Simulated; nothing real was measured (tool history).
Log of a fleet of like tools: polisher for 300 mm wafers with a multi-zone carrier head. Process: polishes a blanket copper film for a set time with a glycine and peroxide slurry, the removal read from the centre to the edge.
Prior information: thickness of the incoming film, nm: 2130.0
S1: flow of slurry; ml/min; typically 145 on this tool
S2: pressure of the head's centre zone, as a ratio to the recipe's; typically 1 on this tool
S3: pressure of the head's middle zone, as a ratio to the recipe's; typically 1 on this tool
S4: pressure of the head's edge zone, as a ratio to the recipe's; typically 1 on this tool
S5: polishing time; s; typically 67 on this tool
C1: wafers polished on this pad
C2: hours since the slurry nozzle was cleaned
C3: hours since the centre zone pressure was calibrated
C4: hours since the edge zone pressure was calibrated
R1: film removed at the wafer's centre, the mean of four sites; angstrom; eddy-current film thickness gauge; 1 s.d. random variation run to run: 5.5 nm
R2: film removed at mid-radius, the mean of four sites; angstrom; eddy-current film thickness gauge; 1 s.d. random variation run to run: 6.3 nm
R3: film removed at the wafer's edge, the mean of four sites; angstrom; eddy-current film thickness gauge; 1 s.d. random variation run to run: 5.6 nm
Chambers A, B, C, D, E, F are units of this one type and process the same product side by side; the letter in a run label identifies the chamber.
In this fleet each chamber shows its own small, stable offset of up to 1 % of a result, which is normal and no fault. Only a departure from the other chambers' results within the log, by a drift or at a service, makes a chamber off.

| run | hour | S1 | S2 | S3 | S4 | S5 | C1 | C2 | C3 | C4 | R1 | R2 | R3 |
|---|---|---|---|---|---|---|---|---|---|---|---|---|---|
|  | 1.1 | chamber B: worn pad replaced by a new one |
| 1D | 4.6 | 145 | 1 | 1 | 1 | 67 | 362 | 166.5 | 86.2 | 941.5 | 4406.1 | 4284.1 | 4209.2 |
| 2E | 7.6 | 145 | 1 | 1 | 1 | 67 | 218 | 55.4 | 215.6 | 813 | 4254.1 | 4464.5 | 4336.2 |
| 3C | 11.9 | 145 | 1 | 1 | 1 | 67 | 466 | 149.6 | 657.1 | 478.1 | 4494.4 | 4453.3 | 4401.8 |
|  | 14.9 | chamber F: worn pad replaced by a new one |
| 4A | 15.3 | 145 | 1 | 1 | 1 | 67 | 520 | 15.5 | 24.6 | 170.6 | 4433.8 | 4354.8 | 4437.7 |
| 5B | 19.3 | 145 | 1 | 1 | 1 | 67 | 138 | 282.7 | 199.7 | 459.9 | 4468.8 | 4432.6 | 4346.3 |
|  | 22.3 | chamber A: worn pad replaced by a new one |
| 6F | 22.5 | 145 | 1 | 1 | 1 | 67 | 57 | 146.9 | 53.3 | 33.4 | 4459.5 | 4295.1 | 4294.3 |
| 7F | 26.4 | 145 | 1 | 1 | 1 | 67 | 87 | 150.8 | 57.2 | 37.3 | 4381.9 | 4321.3 | 4293.5 |
| 8C | 30 | 145 | 1 | 1 | 1 | 67 | 603 | 167.7 | 675.2 | 496.2 | 4334 | 4381.4 | 4236.7 |
| 9E | 34 | 145 | 1 | 1 | 1 | 67 | 418 | 81.8 | 242 | 839.4 | 4296.5 | 4356.7 | 4331.3 |
| 10A | 38.1 | 145 | 1 | 1 | 1 | 67 | 120 | 38.3 | 47.4 | 193.4 | 4490.6 | 4394.6 | 4408.8 |
| 11D | 42.7 | 145 | 1 | 1 | 1 | 67 | 651 | 204.6 | 124.3 | 979.6 | 4390.4 | 4325.8 | 4306.3 |
|  | 42.8 | chamber D: slurry nozzle cleaned |
|  | 45.1 | chamber D: edge zone pressure recalibrated |
| 12B | 46.2 | 145 | 1 | 1 | 1 | 67 | 342 | 309.6 | 226.6 | 486.8 | 4332.7 | 4413.4 | 4378.6 |
| 13F | 50.8 | 145 | 1 | 1 | 1 | 67 | 272 | 175.2 | 81.6 | 61.7 | 4359.1 | 4310.1 | 4309.7 |
| 14E | 55.2 | 145 | 1 | 1 | 1 | 67 | 579 | 103 | 263.2 | 860.6 | 4298.7 | 4447.9 | 4364 |
| 15A | 57.9 | 145 | 1 | 1 | 1 | 67 | 270 | 58.1 | 67.2 | 213.2 | 4318.4 | 4307.6 | 4344.7 |
| 16B | 60.2 | 145 | 1 | 1 | 1 | 67 | 448 | 323.6 | 240.6 | 500.8 | 4379.5 | 4456.6 | 4322.2 |
| 17D | 63 | 145 | 1 | 1 | 1 | 67 | 805 | 20.3 | 144.6 | 18 | 4341.3 | 4384.4 | 4304.8 |
| 18C | 67.1 | 145 | 1 | 1 | 1 | 67 | 884 | 204.8 | 712.3 | 533.3 | 4344.4 | 4215.3 | 4325.2 |
| 19D | 71.5 | 145 | 1 | 1 | 1 | 67 | 869 | 28.8 | 153.1 | 26.5 | 4331.2 | 4319.3 | 4290.1 |
| 20B | 73.8 | 145 | 1 | 1 | 1 | 67 | 551 | 337.2 | 254.2 | 514.4 | 4375.8 | 4310.7 | 4405.5 |
| 21C | 76.6 | 145 | 1 | 1 | 1 | 67 | 956 | 214.3 | 721.8 | 542.8 | 4287.9 | 4366.3 | 4275.9 |
| 22E | 79.4 | 145 | 1 | 1 | 1 | 67 | 762 | 127.2 | 287.4 | 884.8 | 4232.2 | 4263.8 | 4363.6 |
| 23A | 81.4 | 145 | 1 | 1 | 1 | 67 | 448 | 81.6 | 90.7 | 236.7 | 4494.1 | 4451.2 | 4369.1 |
|  | 84.5 | chamber E: worn pad replaced by a new one |
| 24F | 85.9 | 145 | 1 | 1 | 1 | 67 | 538 | 210.3 | 116.7 | 96.8 | 4235.5 | 4310.9 | 4274.4 |
| 25B | 88.9 | 145 | 1 | 1 | 1 | 67 | 665 | 352.3 | 269.3 | 529.5 | 4544 | 4369.4 | 4398.6 |
| 26A | 92.2 | 145 | 1 | 1 | 1 | 60 | 530 | 92.4 | 101.5 | 247.5 | 3903.5 | 3935.7 | 3934.8 |
|  | 92.9 | chamber A: worn pad replaced by a new one |
| 27E | 95.3 | 145 | 1 | 1 | 1 | 60 | 81 | 143.1 | 303.3 | 900.7 | 3896.9 | 3975.6 | 3873.4 |
|  | 97.1 | chamber D: worn pad replaced by a new one |
|  | 98.8 | chamber C: centre zone pressure recalibrated |
| 28D | 99.8 | 145 | 1 | 1 | 1 | 60 | 20 | 57.1 | 181.4 | 54.8 | 3964.1 | 3907.5 | 3806.7 |
| 29F | 104.3 | 145 | 1 | 1 | 1 | 60 | 677 | 228.7 | 135.1 | 115.2 | 3878.3 | 3854 | 3772.5 |
| 30C | 107.6 | 145 | 1 | 1 | 1 | 60 | 1191 | 245.3 | 8.9 | 573.8 | 3669.2 | 3673.3 | 3711.4 |
|  | 109.9 | chamber F: worn pad replaced by a new one |
| 31F | 110.7 | 145 | 1 | 1 | 1 | 60 | 6 | 235.1 | 141.5 | 121.6 | 3864 | 3853.4 | 3989 |
| 32B | 115.2 | 145 | 1 | 1 | 1 | 67 | 865 | 378.6 | 295.6 | 555.8 | 4398.9 | 4363.5 | 4496.4 |
| 33E | 118.4 | 145 | 1 | 1 | 1 | 67 | 256 | 166.2 | 326.4 | 923.8 | 4361.3 | 4326.2 | 4283.8 |
| 34A | 122.1 | 145 | 1 | 1 | 0.96 | 67 | 221 | 122.3 | 131.4 | 277.4 | 4205.8 | 4359.6 | 4337.7 |
|  | 124.1 | chamber E: edge zone pressure recalibrated |
| 35D | 126.1 | 145 | 1 | 1 | 0.96 | 67 | 219 | 83.4 | 207.7 | 81.1 | 4307.1 | 4393.5 | 4188.7 |
|  | 126.7 | chamber B: worn pad replaced by a new one |
| 36C | 129.4 | 145 | 1 | 1 | 0.96 | 67 | 1356 | 267.1 | 30.7 | 595.6 | 4037.6 | 4018.8 | 3888.6 |
|  | 131.8 | chamber B: slurry nozzle cleaned |
| 37A | 132.6 | 145 | 1 | 1 | 0.96 | 67 | 300 | 132.8 | 141.9 | 287.9 | 4403.7 | 4405.6 | 4360.8 |
| 38D | 135.2 | 145 | 1 | 1 | 0.96 | 67 | 288 | 92.5 | 216.8 | 90.2 | 4370.7 | 4374.1 | 4257.8 |
| 39E | 137.5 | 145 | 1 | 1 | 0.96 | 67 | 401 | 185.3 | 345.5 | 13.4 | 4319.9 | 4374.1 | 4203.1 |
| 40B | 140.9 | 145 | 1 | 1 | 1 | 67 | 108 | 9.1 | 321.3 | 581.5 | 4282.5 | 4227.5 | 4406.8 |
| 41C | 143.8 | 145 | 1 | 1 | 1 | 67 | 1465 | 281.5 | 45.1 | 610 | 4036 | 4100.5 | 3914.9 |
| 42F | 147.1 | 145 | 1 | 1 | 1 | 67 | 281 | 271.5 | 177.9 | 158 | 4289.5 | 4356.1 | 4260.9 |
| 43B | 151.4 | 175 | 1 | 1 | 1 | 67 | 187 | 19.6 | 331.8 | 592 | 4605.6 | 4504.8 | 4396.3 |

For the next run the whole fleet of 6 chambers uses the same settings. Give each chamber's results:
| 44A | 154.9 | 145 | 1 | 1 | 1 | 67 |  |  |  |  | ? | ? | ? |
| 44B | 154.9 | 145 | 1 | 1 | 1 | 67 |  |  |  |  | ? | ? | ? |
| 44C | 154.9 | 145 | 1 | 1 | 1 | 67 |  |  |  |  | ? | ? | ? |
| 44D | 154.9 | 145 | 1 | 1 | 1 | 67 |  |  |  |  | ? | ? | ? |
| 44E | 154.9 | 145 | 1 | 1 | 1 | 67 |  |  |  |  | ? | ? | ? |
| 44F | 154.9 | 145 | 1 | 1 | 1 | 67 |  |  |  |  | ? | ? | ? |

| run | R1 | R2 | R3 |
|---|---|---|---|
| 44A | 4314.8 | 4444.1 | 4361.5 |
| 44B | 4355.4 | 4349.4 | 4301.9 |
| 44C | 3980.4 | 3893.9 | 3917.7 |
| 44D | 4435.7 | 4356.4 | 4341 |
| 44E | 4413.2 | 4285.7 | 4367.8 |
| 44F | 4382 | 4347 | 4315.3 |

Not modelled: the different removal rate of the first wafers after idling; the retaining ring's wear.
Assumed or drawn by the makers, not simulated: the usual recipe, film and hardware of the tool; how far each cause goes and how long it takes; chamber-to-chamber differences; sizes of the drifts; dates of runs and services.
